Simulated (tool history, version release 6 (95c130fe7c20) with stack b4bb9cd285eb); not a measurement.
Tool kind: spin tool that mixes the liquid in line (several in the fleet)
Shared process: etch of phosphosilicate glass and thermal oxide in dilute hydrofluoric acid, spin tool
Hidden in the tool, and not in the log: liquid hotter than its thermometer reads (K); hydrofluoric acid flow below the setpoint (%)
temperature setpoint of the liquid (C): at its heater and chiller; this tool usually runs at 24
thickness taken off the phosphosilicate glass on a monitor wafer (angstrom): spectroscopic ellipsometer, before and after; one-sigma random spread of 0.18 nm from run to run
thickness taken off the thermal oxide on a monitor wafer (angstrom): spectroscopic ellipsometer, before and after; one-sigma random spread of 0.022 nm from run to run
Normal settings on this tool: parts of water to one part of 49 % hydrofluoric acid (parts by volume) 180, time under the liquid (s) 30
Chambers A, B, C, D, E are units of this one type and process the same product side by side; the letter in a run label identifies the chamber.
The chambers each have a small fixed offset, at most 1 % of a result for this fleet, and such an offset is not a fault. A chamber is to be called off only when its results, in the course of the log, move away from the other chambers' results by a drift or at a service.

| run | day | temperature setpoint of the liquid (C) | parts of water to one part of 49 % hydrofluoric acid (parts by volume) | time under the liquid (s) | hours since the thermometer was replaced | hours since the hydrofluoric acid flow meter was replaced | read-back film thickness of the phosphosilicate glass reference wafer, read on the same gauge (nm) | read-back film thickness of the thermal oxide reference wafer, read on the same gauge (nm) | thickness taken off the phosphosilicate glass on a monitor wafer (angstrom) | thickness taken off the thermal oxide on a monitor wafer (angstrom) |
|---|---|---|---|---|---|---|---|---|---|---|
| 1D | 0.329 | 24 | 180 | 30 | 438.9 | 789.1 | 80.039 | 50.037 | 197.9 | 7.3233 |
| 2A | 0.625 | 24 | 180 | 30 | 1386.4 | 948.4 | 79.971 | 49.984 | 198.88 | 7.8107 |
| 3E | 0.954 | 24 | 180 | 30 | 57.8 | 556.1 | 79.947 | 50.016 | 202.21 | 7.374 |
| 4B | 1.283 | 24 | 180 | 30 | 2170.8 | 652.7 | 80.027 | 50.004 | 201.43 | 8.2952 |
| 5C | 1.454 | 24 | 180 | 30 | 197 | 733 | 80.006 | 50.002 | 197.38 | 7.9813 |
| 6D | 1.796 | 24 | 180 | 30 | 474.1 | 824.3 | 79.982 | 50.034 | 200.55 | 7.9824 |
| 7B | 1.983 | 24 | 180 | 30 | 2187.6 | 669.5 | 80.014 | 50.022 | 201.56 | 7.8556 |
| 8A | 2.3 | 24 | 180 | 30 | 1426.6 | 988.6 | 80.009 | 50.021 | 202.24 | 7.4859 |
| 9C | 2.483 | 28.5 | 180 | 30 | 221.7 | 757.7 | 79.999 | 49.995 | 231.68 | 8.9049 |
| 10E | 2.804 | 28.5 | 180 | 30 | 102.2 | 600.5 | 80.016 | 50.032 | 236.71 | 8.7625 |
| 11A | 3.004 | 28.5 | 180 | 30 | 1443.5 | 1005.5 | 80.006 | 50.049 | 235.72 | 8.7966 |
| 12C | 3.267 | 28.5 | 180 | 30 | 240.5 | 776.5 | 79.989 | 50.031 | 234.1 | 9.2533 |
| 13E | 3.479 | 28.5 | 180 | 30 | 118.4 | 616.7 | 79.995 | 49.985 | 237.22 | 8.883 |
| 14B | 3.804 | 28.5 | 180 | 30 | 2231.3 | 713.2 | 79.984 | 49.963 | 236.02 | 9.5933 |
| 15D | 3.992 | 28.5 | 180 | 30 | 526.8 | 877 | 79.963 | 50.001 | 233.51 | 8.7729 |
| 16B | 4.288 | 28.5 | 180 | 30 | 2242.9 | 724.8 | 79.974 | 50.044 | 236.11 | 8.7083 |
| 17A | 4.562 | 28.5 | 180 | 30 | 1480.9 | 1042.9 | 80.016 | 50.026 | 235.04 | 8.9471 |
| 18E | 4.729 | 28.5 | 180 | 30 | 148.4 | 646.7 | 80.018 | 50.017 | 236.99 | 9.4002 |
| 19D | 5.038 | 24 | 180 | 30 | 551.9 | 902.1 | 79.989 | 50.012 | 197.39 | 7.9139 |
| 20C | 5.225 | 24 | 180 | 30 | 287.5 | 823.5 | 80.001 | 50.01 | 195.96 | 7.4834 |
| 21C | 5.379 | 24 | 180 | 30 | 291.2 | 827.2 | 79.969 | 49.97 | 200.39 | 7.5993 |
| 22A | 5.646 | 24 | 180 | 30 | 1506.9 | 1068.9 | 79.969 | 49.976 | 196.73 | 7.6067 |
| 23D | 5.804 | 27.5 | 180 | 30 | 570.3 | 920.5 | 79.999 | 49.952 | 224.82 | 8.4348 |
| 24E | 6.029 | 27.5 | 180 | 30 | 179.6 | 677.9 | 79.987 | 50 | 228.24 | 8.6272 |
| 25B | 6.35 | 27.5 | 180 | 30 | 2292.4 | 774.3 | 79.987 | 50.012 | 229.95 | 8.5719 |
| 26B | 6.592 | 27.5 | 180 | 30 | 2298.2 | 780.1 | 79.992 | 50.007 | 231.02 | 8.4478 |
| 27E | 6.883 | 27.5 | 180 | 30 | 200.1 | 698.4 | 79.949 | 50.011 | 228.03 | 8.9797 |
| 28D | 7.038 | 24 | 110 | 25 | 599.9 | 950.1 | 79.995 | 49.998 | 290.37 | 11.767 |
| 29C | 7.388 | 24 | 110 | 25 | 339.4 | 875.4 | 79.993 | 50.028 | 293.56 | 10.753 |
| 30A | 7.612 | 24 | 110 | 25 | 1554.1 | 1116.1 | 79.957 | 50.031 | 294.23 | 11.287 |
| 31A | 7.804 | 24 | 110 | 25 | 1558.7 | 1120.7 | 80.002 | 50.026 | 295.88 | 11.228 |
| 32B | 8.154 | 24 | 110 | 25 | 2335.7 | 817.6 | 80.021 | 50.015 | 302.01 | 11.448 |
| 33E | 8.317 | 24 | 180 | 30 | 234.5 | 732.8 | 80.011 | 50.034 | 200.6 | 7.3667 |
|  | 8.362 | chamber D: hydrofluoric acid flow meter replaced |
| 34C | 8.617 | 24 | 180 | 30 | 368.9 | 904.9 | 79.99 | 49.969 | 198.86 | 7.9811 |
| 35D | 8.779 | 24 | 180 | 30 | 641.7 | 10 | 79.968 | 50.016 | 196.5 | 7.37 |
| 36C | 8.954 | 24 | 180 | 30 | 377 | 913 | 80.034 | 49.969 | 196.1 | 7.3646 |
| 37A | 9.183 | 19.5 | 120 | 30 | 1591.8 | 1153.8 | 80.019 | 49.97 | 272.12 | 10.257 |
| 38E | 9.338 | 19.5 | 120 | 30 | 259 | 757.3 | 80.002 | 49.978 | 268.67 | 9.5996 |
| 39D | 9.533 | 19.5 | 120 | 30 | 659.8 | 28.1 | 80.046 | 50.002 | 264.48 | 9.7735 |

All 5 chambers run these settings next. Forecast each chamber's results:
| 40A | 9.788 | 24 | 180 | 30 |  |  |  |  | ? | ? |
| 40B | 9.788 | 24 | 180 | 30 |  |  |  |  | ? | ? |
| 40C | 9.788 | 24 | 180 | 30 |  |  |  |  | ? | ? |
| 40D | 9.788 | 24 | 180 | 30 |  |  |  |  | ? | ? |
| 40E | 9.788 | 24 | 180 | 30 |  |  |  |  | ? | ? |

| run | thickness taken off the phosphosilicate glass on a monitor wafer (angstrom) | thickness taken off the thermal oxide on a monitor wafer (angstrom) |
|---|---|---|
| 40A | 201.19 | 7.7912 |
| 40B | 201.28 | 7.5261 |
| 40C | 194.53 | 7.7121 |
| 40D | 198.65 | 7.7516 |
| 40E | 201.29 | 7.8478 |

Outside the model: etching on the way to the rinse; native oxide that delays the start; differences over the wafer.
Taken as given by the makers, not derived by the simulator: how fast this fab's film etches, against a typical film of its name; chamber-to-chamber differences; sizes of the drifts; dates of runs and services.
